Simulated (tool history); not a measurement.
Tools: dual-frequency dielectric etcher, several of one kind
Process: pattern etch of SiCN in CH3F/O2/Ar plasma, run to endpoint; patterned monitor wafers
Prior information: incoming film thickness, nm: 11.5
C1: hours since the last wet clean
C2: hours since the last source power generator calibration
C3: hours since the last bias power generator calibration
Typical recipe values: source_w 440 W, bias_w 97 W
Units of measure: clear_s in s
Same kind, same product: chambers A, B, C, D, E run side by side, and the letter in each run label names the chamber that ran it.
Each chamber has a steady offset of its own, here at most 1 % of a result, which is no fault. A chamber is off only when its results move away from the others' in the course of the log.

run 1D day=0.354 | source_w=440 bias_w=97 | C1=211.1 C2=3598.5 C3=143.3 | clear_s=26.657
run 2A day=0.738 | source_w=440 bias_w=97 | C1=350.7 C2=1383.7 C3=404.1 | clear_s=26.526
run 3C day=1.050 | source_w=440 bias_w=97 | C1=542.1 C2=65.8 C3=932.5 | clear_s=27.028
run 4B day=1.567 | source_w=440 bias_w=97 | C1=175.7 C2=916.6 C3=706.0 | clear_s=26.569
run 5E day=1.938 | source_w=440 bias_w=97 | C1=287.3 C2=1287.1 C3=186.5 | clear_s=26.756
run 6D day=2.571 | source_w=440 bias_w=97 | C1=264.3 C2=3651.7 C3=196.5 | clear_s=26.766
run 7E day=2.925 | source_w=440 bias_w=97 | C1=311.0 C2=1310.8 C3=210.2 | clear_s=26.767
run 8C day=3.283 | source_w=440 bias_w=77 | C1=595.7 C2=119.4 C3=986.1 | clear_s=29.041
run 9A day=3.896 | source_w=440 bias_w=77 | C1=426.5 C2=1459.5 C3=479.9 | clear_s=29.219
run 10B day=4.488 | source_w=440 bias_w=77 | C1=245.8 C2=986.7 C3=776.1 | clear_s=28.808
run 11B day=4.817 | source_w=440 bias_w=77 | C1=253.7 C2=994.6 C3=784.0 | clear_s=28.703
run 12D day=5.483 | source_w=440 bias_w=77 | C1=334.2 C2=3721.6 C3=266.4 | clear_s=28.988
run 13A day=5.812 | source_w=440 bias_w=97 | C1=472.5 C2=1505.5 C3=525.9 | clear_s=26.435
run 14E day=6.192 | source_w=440 bias_w=97 | C1=389.4 C2=1389.2 C3=288.6 | clear_s=26.618
-- day=6.583 chamber D: wet clean of the chamber
run 15C day=6.804 | source_w=440 bias_w=85 | C1=680.2 C2=203.9 C3=1070.6 | clear_s=28.522
-- day=7.083 chamber C: wet clean of the chamber
run 16B day=7.458 | source_w=440 bias_w=85 | C1=317.1 C2=1058.0 C3=847.4 | clear_s=27.620
run 17E day=7.900 | source_w=440 bias_w=85 | C1=430.4 C2=1430.2 C3=329.6 | clear_s=28.312
run 18A day=8.433 | source_w=440 bias_w=85 | C1=535.4 C2=1568.4 C3=588.8 | clear_s=27.898
run 19C day=8.996 | source_w=440 bias_w=85 | C1=45.9 C2=256.5 C3=1123.2 | clear_s=27.898
run 20D day=9.404 | source_w=440 bias_w=97 | C1=67.8 C2=3815.7 C3=360.5 | clear_s=26.626
-- day=10.004 chamber E: wet clean of the chamber
run 21B day=10.038 | source_w=440 bias_w=97 | C1=379.0 C2=1119.9 C3=909.3 | clear_s=25.942
run 22A day=10.712 | source_w=440 bias_w=97 | C1=590.1 C2=1623.1 C3=643.5 | clear_s=26.605
-- day=10.938 chamber A: wet clean of the chamber
run 23E day=11.346 | source_w=440 bias_w=97 | C1=32.2 C2=1512.9 C3=412.3 | clear_s=26.731
run 24C day=12.017 | source_w=440 bias_w=97 | C1=118.4 C2=329.0 C3=1195.7 | clear_s=26.549
run 25D day=12.417 | source_w=440 bias_w=97 | C1=140.1 C2=3888.0 C3=432.8 | clear_s=26.420
run 26E day=12.950 | source_w=440 bias_w=97 | C1=70.7 C2=1551.4 C3=450.8 | clear_s=26.642
run 27D day=13.438 | source_w=440 bias_w=97 | C1=164.6 C2=3912.5 C3=457.3 | clear_s=26.427
run 28B day=13.825 | source_w=440 bias_w=97 | C1=469.9 C2=1210.8 C3=1000.2 | clear_s=25.628
run 29C day=14.129 | source_w=440 bias_w=97 | C1=169.1 C2=379.7 C3=1246.4 | clear_s=26.614
run 30A day=14.512 | source_w=440 bias_w=97 | C1=85.8 C2=1714.3 C3=734.7 | clear_s=26.687
run 31D day=15.108 | source_w=440 bias_w=97 | C1=204.7 C2=3952.6 C3=497.4 | clear_s=26.058
run 32B day=15.608 | source_w=440 bias_w=97 | C1=512.7 C2=1253.6 C3=1043.0 | clear_s=25.255

Is one chamber out of step, is the gauge drifting, or do the chambers differ by no more than their own small offsets? For an off chamber, give its letter and the likeliest cause.

Chamber B drifts away from the others.
What lies behind it: etch rate over this chamber's usual, % = 4.65.

Chamber B could run next with any of the 4 candidate recipes listed below; each alters the usual settings, and their results appear as question marks. Which one brings its results back in line with what the other chambers deliver on the usual settings?
Counts as in line when no further than this from what the other chambers average on the usual settings: clear_s 0.720 s
run 33B-1 day=16.096 | source_w=440 bias_w=110 | clear_s=?
run 33B-2 day=16.096 | source_w=380 bias_w=84 | clear_s=?
run 33B-3 day=16.096 | source_w=500 bias_w=110 | clear_s=?
run 33B-4 day=16.096 | source_w=410 bias_w=91 | clear_s=?

Usual-settings mean across the other chambers: clear_s 26.651 s
run=33B-1 clear_s=24.368
run=33B-2 clear_s=28.415
run=33B-3 clear_s=23.245
run=33B-4 clear_s=26.831
33B-4 puts the chamber back in line with the other chambers.

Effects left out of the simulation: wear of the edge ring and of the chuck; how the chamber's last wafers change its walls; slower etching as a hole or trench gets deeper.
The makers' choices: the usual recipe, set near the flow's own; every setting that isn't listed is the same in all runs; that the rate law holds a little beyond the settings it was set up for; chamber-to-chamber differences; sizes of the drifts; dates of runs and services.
